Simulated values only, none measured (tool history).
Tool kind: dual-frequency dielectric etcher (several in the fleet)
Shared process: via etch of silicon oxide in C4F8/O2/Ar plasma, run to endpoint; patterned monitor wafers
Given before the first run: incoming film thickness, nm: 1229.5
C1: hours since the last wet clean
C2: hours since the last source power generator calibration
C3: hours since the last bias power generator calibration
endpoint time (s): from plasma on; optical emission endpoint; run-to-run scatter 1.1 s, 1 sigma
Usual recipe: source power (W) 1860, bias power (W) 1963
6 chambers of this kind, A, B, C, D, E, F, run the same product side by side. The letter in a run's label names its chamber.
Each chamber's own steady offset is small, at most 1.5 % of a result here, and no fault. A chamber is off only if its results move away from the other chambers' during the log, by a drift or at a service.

Run 1D, hour 2.6: usual settings; C1 39.6; C2 909; C3 968.4. Result: endpoint time (s) 251.04.
Run 2C, hour 6.2: usual settings; C1 150.7; C2 1782.9; C3 4127. Result: endpoint time (s) 251.1.
Run 3F, hour 8.2: usual settings; C1 152.9; C2 468; C3 2243.2. Result: endpoint time (s) 253.76.
Run 4B, hour 12: usual settings; C1 179.6; C2 431.1; C3 1514.2. Result: endpoint time (s) 249.9.
Run 5A, hour 15.7: usual settings; C1 537.6; C2 430.5; C3 3036.4. Result: endpoint time (s) 249.08.
Run 6E, hour 17.9: usual settings; C1 74.8; C2 234; C3 3111.2. Result: endpoint time (s) 252.69.
Run 7D, hour 19.8: usual settings; C1 56.8; C2 926.2; C3 985.6. Result: endpoint time (s) 250.48.
Run 8B, hour 21.7: usual settings; C1 189.3; C2 440.8; C3 1523.9. Result: endpoint time (s) 249.88.
Run 9A, hour 25.4: usual settings; C1 547.3; C2 440.2; C3 3046.1. Result: endpoint time (s) 247.76.
Run 10E, hour 29.4: usual settings; C1 86.3; C2 245.5; C3 3122.7. Result: endpoint time (s) 254.26.
Run 11F, hour 33.5: usual settings; C1 178.2; C2 493.3; C3 2268.5. Result: endpoint time (s) 254.23.
At hour 34.5: chamber A: wet clean of the chamber.
Run 12C, hour 35.4: usual settings; C1 179.9; C2 1812.1; C3 4156.2. Result: endpoint time (s) 249.97.
Run 13F, hour 39.3: usual settings but bias power (W) 2312; C1 184; C2 499.1; C3 2274.3. Result: endpoint time (s) 241.99.
Run 14E, hour 41.9: usual settings but bias power (W) 2312; C1 98.8; C2 258; C3 3135.2. Result: endpoint time (s) 239.47.
Run 15A, hour 44.9: usual settings but bias power (W) 2312; C1 10.5; C2 459.7; C3 3065.6. Result: endpoint time (s) 236.7.
Run 16B, hour 49.2: usual settings but bias power (W) 2312; C1 216.8; C2 468.3; C3 1551.4. Result: endpoint time (s) 239.22.
Run 17C, hour 52.6: usual settings but bias power (W) 2312; C1 197.1; C2 1829.3; C3 4173.4. Result: endpoint time (s) 237.84.
Run 18D, hour 56.8: usual settings but bias power (W) 2312; C1 93.8; C2 963.2; C3 1022.6. Result: endpoint time (s) 238.71.
Run 19E, hour 59.8: usual settings; C1 116.7; C2 275.9; C3 3153.1. Result: endpoint time (s) 253.54.
Run 20A, hour 63.3: usual settings but bias power (W) 1569; C1 28.9; C2 478.1; C3 3084. Result: endpoint time (s) 264.11.
Run 21F, hour 65.4: usual settings but bias power (W) 1569; C1 210.1; C2 525.2; C3 2300.4. Result: endpoint time (s) 269.91.
Run 22D, hour 67.9: usual settings but bias power (W) 1569; C1 104.9; C2 974.3; C3 1033.7. Result: endpoint time (s) 266.75.
Run 23B, hour 69.9: usual settings but bias power (W) 1569; C1 237.5; C2 489; C3 1572.1. Result: endpoint time (s) 269.16.
Run 24C, hour 74: usual settings but bias power (W) 1569; C1 218.5; C2 1850.7; C3 4194.8. Result: endpoint time (s) 265.08.
Run 25F, hour 77.4: usual settings but bias power (W) 1569; C1 222.1; C2 537.2; C3 2312.4. Result: endpoint time (s) 269.57.
Run 26A, hour 80.3: usual settings; C1 45.9; C2 495.1; C3 3101. Result: endpoint time (s) 247.14.
Run 27E, hour 84.1: usual settings but source power (W) 2130; C1 141; C2 300.2; C3 3177.4. Result: endpoint time (s) 238.75.
Run 28D, hour 88.1: usual settings but source power (W) 2130; C1 125.1; C2 994.5; C3 1053.9. Result: endpoint time (s) 236.95.
Run 29B, hour 90.1: usual settings but source power (W) 2130; C1 257.7; C2 509.2; C3 1592.3. Result: endpoint time (s) 241.08.
Run 30C, hour 92.2: usual settings but source power (W) 2130; C1 236.7; C2 1868.9; C3 4213. Result: endpoint time (s) 236.35.
Run 31A, hour 94.8: usual settings but source power (W) 2130; C1 60.4; C2 509.6; C3 3115.5. Result: endpoint time (s) 236.5.
Run 32D, hour 98.5: usual settings but source power (W) 2130; C1 135.5; C2 1004.9; C3 1064.3. Result: endpoint time (s) 237.28.
Run 33F, hour 102.5: usual settings; C1 247.2; C2 562.3; C3 2337.5. Result: endpoint time (s) 254.28.
Run 34B, hour 105.9: usual settings; C1 273.5; C2 525; C3 1608.1. Result: endpoint time (s) 255.8.
Run 35C, hour 109.7: usual settings; C1 254.2; C2 1886.4; C3 4230.5. Result: endpoint time (s) 249.05.
Run 36E, hour 113.8: usual settings; C1 170.7; C2 329.9; C3 3207.1. Result: endpoint time (s) 252.47.
Run 37D, hour 117.2: usual settings but source power (W) 2230, bias power (W) 2169; C1 154.2; C2 1023.6; C3 1083. Result: endpoint time (s) 226.63.
Run 38F, hour 121.4: usual settings but source power (W) 2230, bias power (W) 2169; C1 266.1; C2 581.2; C3 2356.4. Result: endpoint time (s) 230.88.
Run 39A, hour 124.9: usual settings but source power (W) 2230, bias power (W) 2169; C1 90.5; C2 539.7; C3 3145.6. Result: endpoint time (s) 223.72.
Run 40B, hour 128.1: usual settings but source power (W) 2230, bias power (W) 2169; C1 295.7; C2 547.2; C3 1630.3. Result: endpoint time (s) 234.58.
Run 41C, hour 130.9: usual settings but source power (W) 2230, bias power (W) 2169; C1 275.4; C2 1907.6; C3 4251.7. Result: endpoint time (s) 227.01.
Run 42E, hour 133.8: usual settings but source power (W) 2230, bias power (W) 2169; C1 190.7; C2 349.9; C3 3227.1. Result: endpoint time (s) 228.7.
Run 43A, hour 137.2: usual settings; C1 102.8; C2 552; C3 3157.9. Result: endpoint time (s) 246.45.
Run 44F, hour 141.4: usual settings; C1 286.1; C2 601.2; C3 2376.4. Result: endpoint time (s) 252.64.

Decide between three cases: one chamber stands off from its peers, the gauge reading all wafers drifts, or nothing is wrong past each chamber's small offset. Where a chamber is off, say which and what most likely put it there.

One chamber, B, drifts off from the rest bit by bit.
Most likely cause: etch rate under this chamber's usual, % = 4.11.

Below are 4 candidate recipes for chamber B's next run, each the usual settings with a change, their results shown as question marks. Which of them brings B's results back in line with what the other chambers give on the usual settings?
A result is in line if it is within this distance of the other chambers' mean on the usual settings: endpoint time (s) 3.8
Run 45B-1, hour 144.5: usual settings but source power (W) 1990, bias power (W) 2061. Result: endpoint time (s) ?.
Run 45B-2, hour 144.5: usual settings but source power (W) 1500. Result: endpoint time (s) ?.
Run 45B-3, hour 144.5: usual settings but source power (W) 1730, bias power (W) 1865. Result: endpoint time (s) ?.
Run 45B-4, hour 144.5: usual settings but bias power (W) 2650. Result: endpoint time (s) ?.

The other chambers' mean on the usual settings: endpoint time (s) 251.31
  run  endpoint time (s)
45B-1             251.57
45B-2             284.99
45B-3             273.43
45B-4             239.93
It is 45B-1 that realigns the chamber with its peers.
